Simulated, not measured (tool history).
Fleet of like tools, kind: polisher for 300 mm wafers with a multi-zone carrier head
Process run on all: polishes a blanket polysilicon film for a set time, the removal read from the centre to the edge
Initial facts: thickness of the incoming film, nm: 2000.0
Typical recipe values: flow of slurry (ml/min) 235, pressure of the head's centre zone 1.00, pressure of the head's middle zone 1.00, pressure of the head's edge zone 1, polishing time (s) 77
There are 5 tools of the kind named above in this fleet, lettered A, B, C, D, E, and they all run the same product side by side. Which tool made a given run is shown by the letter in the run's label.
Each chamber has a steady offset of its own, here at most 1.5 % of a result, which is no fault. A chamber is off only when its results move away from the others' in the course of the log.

run   hour  flow of slurry (ml/min)  pressure of the head's centre zone  pressure of the head's middle zone  pressure of the head's edge zone  polishing time (s)  film removed at the wafer's centre (angstrom)  film removed at mid-radius (angstrom)  film removed at the wafer's edge (angstrom)
       0.4  -- chamber B: worn pad replaced by a new one
 1D   11.5                      235                                1.00                                1.00                                 1                  77                                         4890.6                                 4928.5                                       5034.7
      19.2  -- chamber D: worn pad replaced by a new one
 2A   25.7                      235                                1.00                                1.00                                 1                  77                                         5024.5                                 4950.1                                       4994.9
      32.3  -- chamber C: worn pad replaced by a new one
 3C   35.9                      235                                1.00                                1.00                                 1                  77                                         5055.1                                 4993.2                                       5040.1
 4B   49.9                      235                                1.00                                1.00                                 1                  77                                         5034.0                                 4990.7                                       5043.8
      55.3  -- chamber C: slurry nozzle cleaned
 5E   57.1                      235                                1.00                                1.00                                 1                  77                                         4999.9                                 4938.4                                       5022.1
 6D   68.8                      235                                1.00                                1.00                                 1                  77                                         4901.7                                 5118.2                                       4975.8
      72.8  -- chamber E: worn pad replaced by a new one
      72.8  -- chamber D: slurry nozzle cleaned
 7B   77.0                      235                                0.93                                1.00                                 1                 102                                         6190.4                                 6618.0                                       6573.9
      81.1  -- chamber A: worn pad replaced by a new one
      86.0  -- chamber D: edge zone pressure recalibrated
 8E   87.4                      235                                0.93                                1.00                                 1                 102                                         6160.5                                 6605.3                                       6713.2
      89.0  -- chamber D: worn pad replaced by a new one
      93.2  -- chamber B: worn pad replaced by a new one
 9A  100.3                      235                                0.93                                1.00                                 1                 102                                         6175.9                                 6493.5                                       6528.8
     103.8  -- chamber C: worn pad replaced by a new one
10C  108.1                      235                                0.93                                1.00                                 1                 102                                         6017.7                                 6607.3                                       6759.3
11C  124.0                      235                                0.93                                1.00                                 1                 102                                         5991.3                                 6670.7                                       6678.0
12A  131.5                      235                                1.00                                1.00                                 1                  77                                         5057.5                                 4836.5                                       4982.3
13E  139.8                      235                                1.00                                1.00                                 1                  77                                         5074.9                                 5041.5                                       5132.7
     144.7  -- chamber A: slurry nozzle cleaned
14D  149.0                      235                                1.00                                1.00                                 1                  77                                         4939.8                                 5053.5                                       5069.9
     153.0  -- chamber D: centre zone pressure recalibrated
15B  160.4                      235                                1.00                                1.00                                 1                  77                                         5008.1                                 5090.2                                       5026.8
     162.5  -- chamber A: worn pad replaced by a new one
     169.4  -- chamber C: edge zone pressure recalibrated
16B  173.0                      235                                1.00                                1.00                                 1                  77                                         4996.7                                 5105.9                                       5003.0
     174.0  -- chamber D: worn pad replaced by a new one
     179.9  -- chamber E: worn pad replaced by a new one
17C  186.5                      235                                1.00                                1.00                                 1                  77                                         5043.9                                 5025.5                                       5000.0
     188.3  -- chamber C: worn pad replaced by a new one
     188.4  -- chamber B: worn pad replaced by a new one
18A  194.7                      235                                1.00                                1.00                                 1                  77                                         5120.1                                 4893.5                                       5051.5
19D  209.4                      235                                1.00                                1.00                                 1                  77                                         5067.3                                 5107.2                                       5019.6
20E  221.6                      235                                1.00                                1.00                                 1                  77                                         4960.3                                 4983.1                                       5097.2
     221.7  -- chamber E: centre zone pressure recalibrated
21B  228.8                      235                                1.00                                1.00                                 1                  77                                         5101.7                                 5017.5                                       5162.8
22D  239.6                      235                                1.00                                1.00                                 1                  77                                         5010.1                                 4941.3                                       4964.0
     240.9  -- chamber A: worn pad replaced by a new one
     243.1  -- chamber D: worn pad replaced by a new one
     246.9  -- chamber C: slurry nozzle cleaned
23A  248.7                      235                                1.00                                0.96                                 1                  77                                         5016.9                                 4723.2                                       4985.8
     260.8  -- chamber B: worn pad replaced by a new one
24E  263.9                      235                                1.00                                0.96                                 1                  77                                         5031.0                                 4826.4                                       5152.8
     274.4  -- chamber C: worn pad replaced by a new one
25C  278.1                      235                                1.00                                0.96                                 1                  77                                         5101.5                                 4843.3                                       4963.9
     279.4  -- chamber E: slurry nozzle cleaned
26B  288.9                      235                                1.00                                0.96                                 1                  77                                         4945.8                                 4863.2                                       5001.3
     293.7  -- chamber B: centre zone pressure recalibrated
     300.5  -- chamber E: worn pad replaced by a new one
27C  302.2                      235                                1.00                                0.96                                 1                  77                                         5115.5                                 4838.7                                       5064.5
     311.9  -- chamber A: worn pad replaced by a new one
28E  317.4                      235                                1.00                                1.00                                 1                  77                                         5138.4                                 4962.9                                       5047.9
     318.6  -- chamber D: worn pad replaced by a new one
29D  327.9                      235                                1.00                                1.07                                 1                  60                                         3975.4                                 4080.4                                       3887.5
     332.3  -- chamber B: worn pad replaced by a new one
30A  337.5                      235                                1.00                                1.07                                 1                  60                                         3937.7                                 4027.5                                       3903.6
     344.4  -- chamber C: worn pad replaced by a new one
31B  352.3                      235                                1.00                                1.07                                 1                  60                                         3942.4                                 4162.6                                       3911.0
32D  362.3                      235                                1.00                                1.07                                 1                  60                                         3858.8                                 4220.6                                       3975.3
33C  377.3                      235                                1.00                                1.07                                 1                  60                                         4005.7                                 4165.6                                       3901.1
34A  384.4                      235                                1.04                                1.00                                 1                  90                                         6058.5                                 5658.6                                       6006.2

Has any chamber moved away from the others, gradually or after a service, or does the common gauge drift, or do the chambers differ only by their own small steady offsets? State the chamber and the most likely cause if one applies.

Neither any chamber nor the gauge drifts; the chambers differ only by their own small, steady offsets.
